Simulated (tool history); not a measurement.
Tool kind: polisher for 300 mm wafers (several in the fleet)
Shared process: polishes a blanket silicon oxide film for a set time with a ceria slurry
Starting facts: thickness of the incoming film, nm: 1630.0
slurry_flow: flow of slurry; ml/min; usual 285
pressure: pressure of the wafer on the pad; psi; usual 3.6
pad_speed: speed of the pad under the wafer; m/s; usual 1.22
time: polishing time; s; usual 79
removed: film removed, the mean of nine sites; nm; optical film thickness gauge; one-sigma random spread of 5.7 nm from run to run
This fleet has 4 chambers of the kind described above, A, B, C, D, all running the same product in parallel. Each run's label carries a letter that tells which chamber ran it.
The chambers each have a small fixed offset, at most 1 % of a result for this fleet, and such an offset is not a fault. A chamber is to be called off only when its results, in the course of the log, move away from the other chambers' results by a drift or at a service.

run	day	slurry_flow	pressure	pad_speed	time	removed
# day 0.392: chamber D: worn pad replaced by a new one
1A	0.412	285	3.6	1.22	79	392.49
2D	0.696	285	3.6	1.22	79	406.89
3B	1.05	285	3.6	1.22	79	403.6
4C	1.483	285	3.6	1.22	79	398.71
5A	1.783	285	3.6	1.22	79	399.11
6C	2.167	285	3.6	1.22	79	407.27
# day 2.233: chamber C: worn pad replaced by a new one
# day 2.354: chamber B: worn pad replaced by a new one
7D	2.421	285	3.6	1.22	79	405.9
8B	2.717	285	4.3	1.22	91	555.74
9B	2.975	285	4.3	1.22	91	552.39
10C	3.433	285	4.3	1.22	91	558.08
11D	3.671	285	4.3	1.22	91	546.44
12A	4.112	285	3.6	1.22	79	402.04
# day 4.254: chamber C: slurry nozzle cleaned
13D	4.354	285	3.6	1.22	66	337.75
14C	4.671	285	3.6	1.22	66	334.85
15A	5.038	285	3.6	1.22	66	330.19
# day 5.196: chamber A: worn pad replaced by a new one
16B	5.421	285	3.6	1.22	66	333.83
17C	5.712	285	3.6	1.22	79	395.64
# day 5.95: chamber D: slurry nozzle cleaned
# day 6.117: chamber B: worn pad replaced by a new one
18A	6.179	285	3.6	1.22	79	401.19
19D	6.45	285	2.8	1.22	61	243.68
20B	6.821	285	2.8	1.22	61	235.92
# day 7.125: chamber C: worn pad replaced by a new one
# day 7.167: chamber D: worn pad replaced by a new one
21C	7.212	285	2.8	1.22	61	237.73
22A	7.604	285	2.8	1.22	61	241.18
23D	8.05	285	3.6	1	79	330.47
24B	8.425	285	3.6	1	79	328.29
25C	8.654	285	3.6	1	79	328.25
26D	8.938	285	3.6	1	79	331.77
27A	9.217	285	3.6	1.22	79	402.47
28B	9.5	285	3.6	1.22	79	399.94
29B	9.796	285	3.6	1.22	79	399.6
# day 10.083: chamber B: worn pad replaced by a new one
# day 10.104: chamber B: head pressure recalibrated
30D	10.179	285	3.6	1.22	91	460.46
31A	10.433	285	3.6	1.22	91	454.47
# day 10.717: chamber A: worn pad replaced by a new one
32C	10.9	285	3.6	1.22	91	461.18
33C	11.408	285	3.6	1.22	91	468.8
34D	11.742	285	3.6	1.22	79	404.27
# day 11.783: chamber C: worn pad replaced by a new one
# day 11.879: chamber A: head pressure recalibrated
35A	11.975	285	3.6	1.22	79	397.59
36B	12.358	285	3.6	1.22	79	396.64
37D	12.725	285	3.6	1.22	79	411.16
38C	12.975	285	3.6	1.22	79	404.93
39B	13.304	285	3.6	1.22	79	391.07
40A	13.762	345	3.6	1.22	102	526.3
# day 13.946: chamber B: worn pad replaced by a new one
41D	14.025	345	3.6	1.22	102	530.87
42C	14.488	345	3.6	1.22	102	533.34
43B	14.9	345	3.6	1.22	102	521.64

Next, every chamber runs the same settings. What will each give?
44A	15.262	285	3.6	1.22	88	?
44B	15.262	285	3.6	1.22	88	?
44C	15.262	285	3.6	1.22	88	?
44D	15.262	285	3.6	1.22	88	?

run	removed
44A	451.68
44B	438.05
44C	443.49
44D	450

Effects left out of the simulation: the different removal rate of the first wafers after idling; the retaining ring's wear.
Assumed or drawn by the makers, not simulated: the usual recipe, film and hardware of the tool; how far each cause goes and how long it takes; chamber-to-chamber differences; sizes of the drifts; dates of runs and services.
